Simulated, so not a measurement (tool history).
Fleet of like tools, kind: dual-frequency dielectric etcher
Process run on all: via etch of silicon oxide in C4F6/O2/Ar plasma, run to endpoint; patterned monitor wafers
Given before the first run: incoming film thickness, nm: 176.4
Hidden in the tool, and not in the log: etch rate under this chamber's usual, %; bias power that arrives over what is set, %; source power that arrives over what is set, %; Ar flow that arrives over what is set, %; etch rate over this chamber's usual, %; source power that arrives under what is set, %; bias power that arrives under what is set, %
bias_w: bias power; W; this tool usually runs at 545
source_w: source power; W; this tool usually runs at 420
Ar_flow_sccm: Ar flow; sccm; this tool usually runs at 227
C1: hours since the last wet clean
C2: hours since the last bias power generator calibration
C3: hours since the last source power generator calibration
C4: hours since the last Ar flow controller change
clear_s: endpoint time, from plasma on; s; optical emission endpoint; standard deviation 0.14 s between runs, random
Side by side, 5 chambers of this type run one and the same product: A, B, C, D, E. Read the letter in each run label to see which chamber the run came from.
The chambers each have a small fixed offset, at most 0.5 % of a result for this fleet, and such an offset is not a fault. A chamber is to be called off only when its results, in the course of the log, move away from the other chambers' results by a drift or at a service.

Run 1E, hour 12.4: usual settings; C1 44.5; C2 1330.9; C3 918.3; C4 1433.8. Result: clear_s 36.007 s.
Run 2D, hour 23.7: usual settings; C1 275.7; C2 508.5; C3 4970.7; C4 1975.0. Result: clear_s 35.787 s.
Run 3C, hour 33.0: usual settings; C1 466.8; C2 919.4; C3 2136.1; C4 404.5. Result: clear_s 35.588 s.
Run 4A, hour 46.0: usual settings; C1 371.5; C2 4117.2; C3 1753.0; C4 3857.4. Result: clear_s 35.771 s.
Run 5B, hour 55.1: usual settings; C1 372.2; C2 1431.6; C3 2237.8; C4 1254.3. Result: clear_s 35.971 s.
Run 6A, hour 61.8: usual settings; C1 387.3; C2 4133.0; C3 1768.8; C4 3873.2. Result: clear_s 35.992 s.
Run 7D, hour 71.4: usual settings; C1 323.4; C2 556.2; C3 5018.4; C4 2022.7. Result: clear_s 35.528 s.
Run 8E, hour 82.9: usual settings; C1 115.0; C2 1401.4; C3 988.8; C4 1504.3. Result: clear_s 35.908 s.
Run 9B, hour 89.7: usual settings; C1 406.8; C2 1466.2; C3 2272.4; C4 1288.9. Result: clear_s 35.576 s.
Run 10C, hour 99.9: usual settings; C1 533.7; C2 986.3; C3 2203.0; C4 471.4. Result: clear_s 35.947 s.
Run 11D, hour 106.1: usual settings; C1 358.1; C2 590.9; C3 5053.1; C4 2057.4. Result: clear_s 35.912 s.
Run 12E, hour 115.6: usual settings; C1 147.7; C2 1434.1; C3 1021.5; C4 1537.0. Result: clear_s 36.022 s.
At hour 118.8: chamber D: wet clean of the chamber.
Run 13B, hour 123.3: usual settings; C1 440.4; C2 1499.8; C3 2306.0; C4 1322.5. Result: clear_s 35.571 s.
Run 14A, hour 136.6: usual settings but source_w 500 W, Ar_flow_sccm 186 sccm; C1 462.1; C2 4207.8; C3 1843.6; C4 3948.0. Result: clear_s 32.934 s.
Run 15C, hour 146.3: usual settings but source_w 500 W, Ar_flow_sccm 186 sccm; C1 580.1; C2 1032.7; C3 2249.4; C4 517.8. Result: clear_s 32.914 s.
At hour 147.7: chamber C: wet clean of the chamber.
Run 16D, hour 158.2: usual settings but source_w 500 W, Ar_flow_sccm 186 sccm; C1 39.4; C2 643.0; C3 5105.2; C4 2109.5. Result: clear_s 32.823 s.
At hour 167.9: chamber A: wet clean of the chamber.
Run 17C, hour 171.3: usual settings but source_w 500 W, Ar_flow_sccm 186 sccm; C1 23.7; C2 1057.7; C3 2274.4; C4 542.8. Result: clear_s 32.978 s.
Run 18B, hour 184.9: usual settings but source_w 500 W, Ar_flow_sccm 186 sccm; C1 502.0; C2 1561.4; C3 2367.6; C4 1384.1. Result: clear_s 32.830 s.
At hour 188.5: chamber A: bias power generator calibrated.
Run 19A, hour 192.6: usual settings; C1 24.8; C2 4.1; C3 1899.6; C4 4004.0. Result: clear_s 36.657 s.
Run 20E, hour 202.6: usual settings; C1 234.7; C2 1521.1; C3 1108.5; C4 1624.0. Result: clear_s 35.731 s.
Run 21A, hour 211.5: usual settings; C1 43.7; C2 23.0; C3 1918.5; C4 4022.9. Result: clear_s 36.849 s.
Run 22C, hour 222.6: usual settings; C1 75.0; C2 1109.0; C3 2325.7; C4 594.1. Result: clear_s 35.817 s.
Run 23E, hour 232.5: usual settings; C1 264.6; C2 1551.0; C3 1138.4; C4 1653.9. Result: clear_s 35.962 s.
Run 24D, hour 238.8: usual settings; C1 120.0; C2 723.6; C3 5185.8; C4 2190.1. Result: clear_s 35.896 s.
Run 25B, hour 245.8: usual settings; C1 562.9; C2 1622.3; C3 2428.5; C4 1445.0. Result: clear_s 35.890 s.
Run 26A, hour 257.4: usual settings; C1 89.6; C2 68.9; C3 1964.4; C4 4068.8. Result: clear_s 36.836 s.
Run 27C, hour 266.0: usual settings; C1 118.4; C2 1152.4; C3 2369.1; C4 637.5. Result: clear_s 35.839 s.
Run 28E, hour 274.9: usual settings; C1 307.0; C2 1593.4; C3 1180.8; C4 1696.3. Result: clear_s 35.940 s.
Run 29D, hour 284.8: usual settings but source_w 340 W, Ar_flow_sccm 181 sccm; C1 166.0; C2 769.6; C3 5231.8; C4 2236.1. Result: clear_s 37.649 s.
Run 30B, hour 291.8: usual settings but source_w 340 W, Ar_flow_sccm 181 sccm; C1 608.9; C2 1668.3; C3 2474.5; C4 1491.0. Result: clear_s 37.540 s.
At hour 302.6: chamber D: source power generator calibrated.
Run 31D, hour 303.6: usual settings but source_w 340 W, Ar_flow_sccm 181 sccm; C1 184.8; C2 788.4; C3 1.0; C4 2254.9. Result: clear_s 38.037 s.
At hour 304.7: chamber B: wet clean of the chamber.
Run 32B, hour 315.0: usual settings but source_w 340 W, Ar_flow_sccm 181 sccm; C1 10.4; C2 1691.5; C3 2497.7; C4 1514.2. Result: clear_s 37.566 s.
Run 33A, hour 324.5: usual settings but source_w 340 W, Ar_flow_sccm 181 sccm; C1 156.7; C2 136.0; C3 2031.5; C4 4135.9. Result: clear_s 39.017 s.
Run 34C, hour 333.7: usual settings; C1 186.1; C2 1220.1; C3 2436.8; C4 705.2. Result: clear_s 35.856 s.
Run 35E, hour 343.1: usual settings but bias_w 490 W, source_w 350 W; C1 375.2; C2 1661.6; C3 1249.0; C4 1764.5. Result: clear_s 40.398 s.
Run 36A, hour 351.2: usual settings but bias_w 490 W, source_w 350 W; C1 183.4; C2 162.7; C3 2058.2; C4 4162.6. Result: clear_s 41.341 s.
Run 37B, hour 359.8: usual settings but bias_w 490 W, source_w 350 W; C1 55.2; C2 1736.3; C3 2542.5; C4 1559.0. Result: clear_s 39.924 s.
Run 38D, hour 368.9: usual settings but bias_w 490 W, source_w 350 W; C1 250.1; C2 853.7; C3 66.3; C4 2320.2. Result: clear_s 40.252 s.

All 5 chambers run these settings next. Forecast each chamber's results:
Run 39A, hour 378.9: usual settings but source_w 480 W. Result: clear_s ?.
Run 39B, hour 378.9: usual settings but source_w 480 W. Result: clear_s ?.
Run 39C, hour 378.9: usual settings but source_w 480 W. Result: clear_s ?.
Run 39D, hour 378.9: usual settings but source_w 480 W. Result: clear_s ?.
Run 39E, hour 378.9: usual settings but source_w 480 W. Result: clear_s ?.

run  clear_s
39A   35.217
39B   34.019
39C   33.847
39D   34.123
39E   34.468
